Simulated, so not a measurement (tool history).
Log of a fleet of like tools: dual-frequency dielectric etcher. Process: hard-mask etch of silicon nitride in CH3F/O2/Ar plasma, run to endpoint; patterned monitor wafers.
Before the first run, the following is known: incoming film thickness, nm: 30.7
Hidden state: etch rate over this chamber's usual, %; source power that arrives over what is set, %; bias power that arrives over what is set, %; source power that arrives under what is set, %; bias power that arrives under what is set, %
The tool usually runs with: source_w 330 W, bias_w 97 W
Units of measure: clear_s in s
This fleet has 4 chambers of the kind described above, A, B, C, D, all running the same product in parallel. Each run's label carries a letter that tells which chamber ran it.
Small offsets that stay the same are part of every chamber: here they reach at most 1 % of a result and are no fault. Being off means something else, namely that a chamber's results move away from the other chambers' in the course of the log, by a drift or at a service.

run,day,source_w,bias_w,hours since the last wet clean,hours since the last source power generator calibration,hours since the last bias power generator calibration,clear_s
1A,0.400,330,97,102.3,1887.1,1911.5,42.836
2C,0.921,330,97,106.9,1523.0,3489.0,43.094
3B,1.229,330,97,230.0,3212.0,1210.4,43.023
4D,1.592,330,97,214.7,1374.8,528.6,42.049
5C,2.150,330,76,136.4,1552.5,3518.5,46.573
6B,2.450,330,76,259.3,3241.3,1239.7,46.640
7D,2.958,330,76,247.5,1407.6,561.4,46.345
8A,3.362,330,76,173.4,1958.2,1982.6,47.036
9B,3.925,330,97,294.7,3276.7,1275.1,43.260
10D,4.388,330,97,281.8,1441.9,595.7,42.257
11C,4.729,330,97,198.3,1614.4,3580.4,43.113
12A,5.225,330,97,218.1,2002.9,2027.3,42.925
13D,5.583,330,97,310.5,1470.6,624.4,42.075
14C,6.004,330,117,228.9,1645.0,3611.0,40.081
15A,6.408,330,117,246.5,2031.3,2055.7,39.783
16B,7.021,330,117,369.0,3351.0,1349.4,39.903
17A,7.338,330,117,268.8,2053.6,2078.0,39.912
18B,7.746,330,97,386.4,3368.4,1366.8,42.950
19C,8.162,330,97,280.7,1696.8,3662.8,43.425
20D,8.754,290,89,386.6,1546.7,700.5,44.859
21B,9.375,290,89,425.5,3407.5,1405.9,46.943
22A,9.850,290,89,329.1,2113.9,2138.3,46.370
23D,10.221,290,89,421.8,1581.9,735.7,44.684
24C,10.854,330,97,345.3,1761.4,3727.4,42.967

Does one chamber stand apart from the rest, does the shared gauge drift, or is all well apart from small per-chamber offsets? Give the chamber and the most likely cause, where there is one.

Chamber D drifts away from the others.
Likeliest cause: etch rate over this chamber's usual, % = 4.03.

Which of the 4 candidates below, each the usual settings with something changed and its results left as question marks, puts chamber D back in line with what the other chambers give on the usual settings?
In line here means within this much of the mean the other chambers give on the usual settings: clear_s 0.720 s
25D-1,11.308,330,92,,,,?
25D-2,11.308,340,100,,,,?
25D-3,11.308,310,90,,,,?
25D-4,11.308,330,110,,,,?

Mean of the other chambers on the usual settings: clear_s 43.016 s
run,clear_s
25D-1,41.886
25D-2,40.150
25D-3,43.239
25D-4,39.164
It is 25D-3 that realigns the chamber with its peers.
